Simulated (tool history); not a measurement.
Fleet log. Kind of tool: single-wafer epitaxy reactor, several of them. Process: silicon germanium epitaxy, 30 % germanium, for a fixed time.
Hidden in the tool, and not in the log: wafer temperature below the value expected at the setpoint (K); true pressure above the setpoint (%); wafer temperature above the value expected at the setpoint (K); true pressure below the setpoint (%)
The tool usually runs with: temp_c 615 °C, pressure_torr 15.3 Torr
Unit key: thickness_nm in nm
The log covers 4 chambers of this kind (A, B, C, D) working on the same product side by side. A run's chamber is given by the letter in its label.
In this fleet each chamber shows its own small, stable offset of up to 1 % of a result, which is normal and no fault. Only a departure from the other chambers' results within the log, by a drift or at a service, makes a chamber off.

run,day,temp_c,pressure_torr,hours since the last pyrometer calibration,hours since the last manometer calibration,"read-back reference wafer on the same gauge, thickness_nm",thickness_nm
1C,0.358,615,15.3,801.1,1499.6,74.72,69.11
2D,0.704,615,15.3,2321.8,793.4,74.665,70.033
3B,0.9,615,15.3,1080.1,2279.7,74.734,68.969
4A,1.262,615,15.3,1064,919.3,74.749,70.174
5A,1.546,615,15.3,1070.8,926.1,74.678,70.175
6C,1.95,615,15.3,839.3,1537.8,74.729,69.574
7B,2.308,624,15.3,1113.9,2313.5,74.775,81.011
# day 2.421: chamber D: pyrometer calibrated
8D,2.483,624,15.3,1.6,836.1,74.749,81.783
9C,2.762,624,15.3,858.8,1557.3,74.709,81.292
10B,3.092,624,15.3,1132.7,2332.3,74.718,81.223
11A,3.488,615,15.3,1117.4,972.7,74.645,70.045
12D,3.858,615,15.3,34.6,869.1,74.699,69.843
13D,4.258,615,15.3,44.2,878.7,74.673,70.161
14B,4.579,615,15.3,1168.4,2368,74.721,69.021
15C,4.979,615,15.3,912,1610.5,74.726,69.038
16A,5.362,615,15.3,1162.4,1017.7,74.743,70.238
17D,5.729,615,15.3,79.5,914,74.675,69.785
18B,6,615,15.3,1202.5,2402.1,74.685,68.364
19C,6.371,608,15.3,945.4,1643.9,74.679,61.347
20A,6.692,608,15.3,1194.3,1049.6,74.722,62.566
21C,6.925,608,15.3,958.7,1657.2,74.701,61.569
22D,7.179,608,15.3,114.3,948.8,74.828,61.496
23B,7.575,607,13.6,1240.3,2439.9,74.662,55.882
24A,7.862,607,13.6,1222.4,1077.7,74.715,57.745
25D,8.05,607,13.6,135.2,969.7,74.607,58.041
26C,8.308,607,13.6,991.9,1690.4,74.748,57.555
27B,8.575,615,15.3,1264.3,2463.9,74.73,67.244
28A,8.854,615,15.3,1246.2,1101.5,74.688,70.05
29D,9.058,615,15.3,159.4,993.9,74.637,70.013
30A,9.358,615,15.3,1258.3,1113.6,74.721,70.216
31B,9.704,615,15.3,1291.4,2491,74.72,67.611
32C,10.029,615,15.3,1033.2,1731.7,74.741,69.403
33D,10.388,615,19,191.3,1025.8,74.667,76.604
34B,10.608,615,19,1313.1,2512.7,74.691,73.119
35C,10.979,615,19,1056,1754.5,74.679,75.389
36A,11.308,615,19,1305.1,1160.4,74.724,76.32
37C,11.608,615,15.3,1071.1,1769.6,74.676,69.339
38A,11.929,615,15.3,1320,1175.3,74.687,70.737
39D,12.258,625,15.3,236.2,1070.7,74.726,83.03
# day 12.354: chamber A: pyrometer calibrated
40B,12.638,625,15.3,1361.8,2561.4,74.765,79.145
41A,12.921,625,15.3,13.6,1199.1,74.752,83.988
42D,13.15,625,15.3,257.6,1092.1,74.58,83.492

Which is it: a chamber that has drifted or been left off by a service, a gauge drift common to all chambers, or only each chamber's usual small offset? If a chamber is off, name it and its likeliest cause.

One chamber, B, drifts off from the rest bit by bit.
Most likely cause: wafer temperature below the value expected at the setpoint (K) = 2.79.

Here are 4 candidates for chamber B's next run, each the usual settings with a change, their results left as question marks. Which one brings its results back in line with what the others give on the usual settings?
Maximum distance from the other chambers' mean on the usual settings for a result to count as in line: thickness_nm 1.1 nm
43B-1,13.438,609,15.3,,,,?
43B-2,13.438,620,15.8,,,,?
43B-3,13.438,612,15.3,,,,?
43B-4,13.438,618,15.3,,,,?

Average result of the remaining chambers running the usual settings: thickness_nm 69.697 nm
run,thickness_nm
43B-1,59.623
43B-2,73.595
43B-3,62.958
43B-4,70.12
It is 43B-4 that realigns the chamber with its peers.
